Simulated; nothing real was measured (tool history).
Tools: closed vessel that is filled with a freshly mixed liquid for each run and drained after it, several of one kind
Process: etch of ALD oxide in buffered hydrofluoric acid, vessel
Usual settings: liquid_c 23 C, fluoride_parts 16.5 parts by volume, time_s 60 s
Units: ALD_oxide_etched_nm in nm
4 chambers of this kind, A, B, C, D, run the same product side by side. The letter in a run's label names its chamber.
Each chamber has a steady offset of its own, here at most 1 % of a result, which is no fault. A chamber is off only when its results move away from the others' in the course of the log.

run   hour  liquid_c  fluoride_parts  time_s  read-back film thickness of the ALD oxide reference wafer, read on the same gauge (nm)  ALD_oxide_etched_nm
 1B    6.9        23            16.5      60                                                                                  30.004               74.816
 2C   13.6        23            16.5      60                                                                                  30.001               74.648
 3A   19.4        23            16.5      60                                                                                  29.981               75.479
 4D   25.2        23            16.5      60                                                                                  29.985               74.368
 5C   29.8        23            16.5      30                                                                                  29.993                37.31
 6A   38.8        23            16.5      30                                                                                  29.983               37.889
 7D   42.8        23            16.5      30                                                                                  29.991               37.181
 8B   49.9        23            16.5      30                                                                                  29.985               37.516
 9B   56.4        23            16.5      60                                                                                  30.022               74.953
10D   64.1        23            16.5      60                                                                                   30.02               74.285
11C   68.8        23            16.5      60                                                                                  30.005                74.94
12A   73.3        23            16.5      60                                                                                  29.995               75.042
13A   78.3        23            19.5      60                                                                                      30               63.692
14D   84.3        23            19.5      60                                                                                  30.013               63.344
15B   89.2        23            19.5      60                                                                                  30.004               62.803
16C   96.5        23            19.5      60                                                                                  29.988               63.321
17A  104.3        23            16.5      60                                                                                      30               75.444
18D    110        23            16.5      60                                                                                  30.011               73.654
19B  114.9        23            16.5      60                                                                                  29.993               74.886
20C  119.3        23            16.5      60                                                                                  29.999               74.982
21D  123.5        23            16.5      60                                                                                  29.992               74.587
     127.9  -- chamber B: hydrofluoric acid flow meter replaced
22C  129.2        23            16.5      60                                                                                  30.009               75.192
23B  133.5        23            16.5      60                                                                                  30.005               75.041
24A  138.4        23            16.5      60                                                                                  30.016                75.54
25D  146.3        23            16.5      60                                                                                   30.04               74.545
26A  154.1      18.5            16.5      60                                                                                  30.009                58.47
27C  159.4      18.5            16.5      60                                                                                  30.013               58.583
28B  167.1      18.5            16.5      60                                                                                  29.998               58.462
29B  172.5      18.5            16.5      60                                                                                  30.043                58.25
30A  176.4        23            16.5      60                                                                                   30.02               75.522
31C  182.9        25            16.5      60                                                                                  30.025               83.416
32D  187.3        25            16.5      60                                                                                  29.995               83.279
33D  193.3        25            16.5      60                                                                                  30.034               82.924
34C    201        25            16.5      60                                                                                  30.002               83.691
35B  209.9        23            16.5      60                                                                                  29.987               75.271
36A    216        23            16.5      60                                                                                      30                74.99
37A  219.9        23            16.5      60                                                                                  29.994               75.378
38B  226.5        23            16.5      60                                                                                  29.987               75.489
39C  231.4        23            16.5      60                                                                                  30.021               74.814
40D  240.1        23            16.5      60                                                                                  30.019               75.024
41C  246.8        23            16.5      60                                                                                  29.995               74.715
42D  255.8        23            16.5      60                                                                                   30.03               74.583
43A  262.1        23            16.5      60                                                                                      30               74.931
44B  266.7        23            16.5      60                                                                                  29.975               75.212

Is one chamber off against the others, does the gauge drift, or is nothing wrong? If a chamber is off, say which, and what the likeliest cause is.

No chamber stands off beyond its own small offset, and the gauge holds steady.
